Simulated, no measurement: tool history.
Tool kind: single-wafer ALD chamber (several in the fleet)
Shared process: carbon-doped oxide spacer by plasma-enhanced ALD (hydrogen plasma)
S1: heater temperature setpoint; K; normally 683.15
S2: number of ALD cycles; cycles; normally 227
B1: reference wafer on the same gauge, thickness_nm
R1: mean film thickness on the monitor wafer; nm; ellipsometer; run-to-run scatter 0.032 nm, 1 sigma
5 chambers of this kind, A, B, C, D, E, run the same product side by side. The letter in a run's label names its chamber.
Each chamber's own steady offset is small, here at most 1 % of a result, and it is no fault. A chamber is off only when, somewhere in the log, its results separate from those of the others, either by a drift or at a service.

| run | hour | S1 | S2 | B1 | R1 |
|---|---|---|---|---|---|
| 1A | 13.2 | 683.15 | 227 | 10.102 | 10.893 |
| 2D | 22.6 | 683.15 | 227 | 10.099 | 10.983 |
| 3C | 32.7 | 683.15 | 227 | 10.097 | 11.003 |
| 4E | 44.7 | 683.15 | 227 | 10.099 | 10.980 |
| 5B | 59.1 | 683.15 | 227 | 10.097 | 11.004 |
| 6D | 71.6 | 688.15 | 269 | 10.101 | 12.798 |
| 7B | 82.3 | 688.15 | 269 | 10.101 | 12.849 |
| 8E | 94.7 | 688.15 | 269 | 10.102 | 12.856 |
| 9C | 106.7 | 688.15 | 269 | 10.097 | 12.908 |
| 10A | 121.6 | 688.15 | 269 | 10.101 | 12.760 |
| 11E | 130.2 | 683.15 | 227 | 10.105 | 11.045 |
| 12A | 137.2 | 683.15 | 227 | 10.105 | 10.938 |
| 13C | 144.7 | 692.15 | 227 | 10.099 | 10.673 |
| 14B | 157.6 | 692.15 | 227 | 10.106 | 10.643 |
|  | 160.0 | chamber B: thermocouple changed; heater temperature recalibrated |
| 15D | 168.1 | 692.15 | 227 | 10.105 | 10.684 |
| 16A | 177.0 | 692.15 | 227 | 10.101 | 10.593 |
| 17C | 187.5 | 692.15 | 227 | 10.103 | 10.644 |
| 18B | 199.9 | 683.15 | 227 | 10.092 | 10.829 |
| 19E | 212.0 | 683.15 | 227 | 10.108 | 11.000 |
| 20D | 220.0 | 693.15 | 227 | 10.097 | 10.633 |
| 21A | 227.9 | 693.15 | 227 | 10.101 | 10.645 |
| 22D | 240.5 | 693.15 | 227 | 10.098 | 10.663 |
| 23B | 255.4 | 693.15 | 227 | 10.097 | 10.431 |
| 24E | 263.8 | 693.15 | 227 | 10.099 | 10.618 |
| 25C | 272.5 | 683.15 | 227 | 10.099 | 11.025 |
| 26C | 285.3 | 683.15 | 227 | 10.100 | 11.024 |
| 27B | 295.4 | 683.15 | 227 | 10.103 | 10.824 |
| 28A | 305.7 | 683.15 | 227 | 10.106 | 10.859 |
| 29D | 312.9 | 683.15 | 227 | 10.103 | 10.966 |
| 30E | 322.6 | 683.15 | 227 | 10.098 | 11.048 |

Does one chamber stand apart from the rest, does the shared gauge drift, or is all well apart from small per-chamber offsets? Give the chamber and the most likely cause, where there is one.

A service on chamber B put it out of line with the rest.
Cause: wafer temperature above the value expected at the setpoint (K) = 5.39.

Chamber B could run next with any of the 4 candidate recipes listed below; each alters the usual settings, and their results appear as question marks. Which one brings its results back in line with what the other chambers deliver on the usual settings?
Maximum distance from the other chambers' mean on the usual settings for a result to count as in line: R1 0.110 nm
| 31B-1 | 333.4 | 682.15 | 235 |  | ? |
| 31B-2 | 333.4 | 683.15 | 223 |  | ? |
| 31B-3 | 333.4 | 678.15 | 227 |  | ? |
| 31B-4 | 333.4 | 683.15 | 219 |  | ? |

What the other chambers average on the usual settings: R1 10.986 nm
| run | R1 |
|---|---|
| 31B-1 | 11.205 |
| 31B-2 | 10.599 |
| 31B-3 | 10.960 |
| 31B-4 | 10.409 |
The answer is 31B-3, which returns the chamber to within the allowed miss of the others.
